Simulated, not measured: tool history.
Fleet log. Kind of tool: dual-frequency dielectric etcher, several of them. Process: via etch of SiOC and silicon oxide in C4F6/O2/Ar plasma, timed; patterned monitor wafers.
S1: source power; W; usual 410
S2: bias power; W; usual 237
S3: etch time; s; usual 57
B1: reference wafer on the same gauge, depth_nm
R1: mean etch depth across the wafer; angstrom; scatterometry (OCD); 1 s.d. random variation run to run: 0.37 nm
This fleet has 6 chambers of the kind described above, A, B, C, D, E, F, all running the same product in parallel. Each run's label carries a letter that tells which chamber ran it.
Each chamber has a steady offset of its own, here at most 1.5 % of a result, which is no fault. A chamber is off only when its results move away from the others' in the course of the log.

run   hour   S1   S2  S3      B1      R1
 1B      9  410  237  57  74.864  710.38
      14.4  -- chamber E: wet clean of the chamber
      22.5  -- chamber D: wet clean of the chamber
 2E   24.6  410  237  57   74.84  708.35
 3D   32.8  410  237  57  74.934  722.95
      34.6  -- chamber C: wet clean of the chamber
      37.8  -- chamber A: bias power generator calibrated
 4A   43.8  410  237  57  74.853  716.22
 5F     51  410  237  57  74.911  705.69
 6C   66.4  410  237  57  74.861  716.44
 7E   81.9  470  260  57   74.88  772.98
      87.5  -- chamber F: source power generator calibrated
 8F   96.6  470  260  57  74.896  772.55
 9A  106.9  470  260  57  74.838  773.65
10D  119.7  470  260  57   74.91  780.27
11C  133.2  470  260  57    74.9  777.49
12B    142  470  260  57  74.825  771.17
13C  156.9  410  237  57  74.954  711.28
     165.4  -- chamber B: wet clean of the chamber
14F  166.7  410  237  57  74.883  706.08
15E    179  410  217  57  74.922  689.32
     192.2  -- chamber E: source power generator calibrated
     193.2  -- chamber D: bias power generator calibrated
16D  194.5  410  217  57  74.948  700.68
17B  209.2  410  217  57  74.883   694.9
18A  217.6  410  217  57  74.893  688.66
19D  229.6  410  217  57  74.928  697.85
20B  240.9  410  217  57  74.921  689.74
21E  248.9  410  237  57  74.967  706.18
22C  264.2  410  237  57  74.925  714.39
     271.8  -- chamber A: source power generator calibrated
23F    279  410  237  57  74.774  706.83
24A  287.4  410  237  57  74.921  720.17
25F  300.1  410  200  57  74.918  668.13
26C  308.9  410  200  57  74.885  678.46
27B  320.6  410  200  57  74.874  672.22
       330  -- chamber D: wet clean of the chamber
28A  331.8  410  200  57  74.942  680.01
29D  338.7  410  200  57  74.912  680.98
     349.3  -- chamber A: wet clean of the chamber
30E  349.3  410  200  57  74.965  666.91
31A  357.2  410  237  57   74.89  719.93
32F  369.9  410  210  51  74.821  609.04
33C  383.3  410  210  51  74.789  616.24
34B  391.4  410  210  51  74.946  616.49
35E  399.6  410  210  51  74.923  612.35
36D  408.2  410  210  51  74.909  621.42

All 6 chambers run these settings next. Forecast each chamber's results:
37A  419.3  410  273  57       ?
37B  419.3  410  273  57       ?
37C  419.3  410  273  57       ?
37D  419.3  410  273  57       ?
37E  419.3  410  273  57       ?
37F  419.3  410  273  57       ?

run      R1
37A  748.04
37B  753.08
37C  747.52
37D  753.45
37E  752.36
37F  736.87
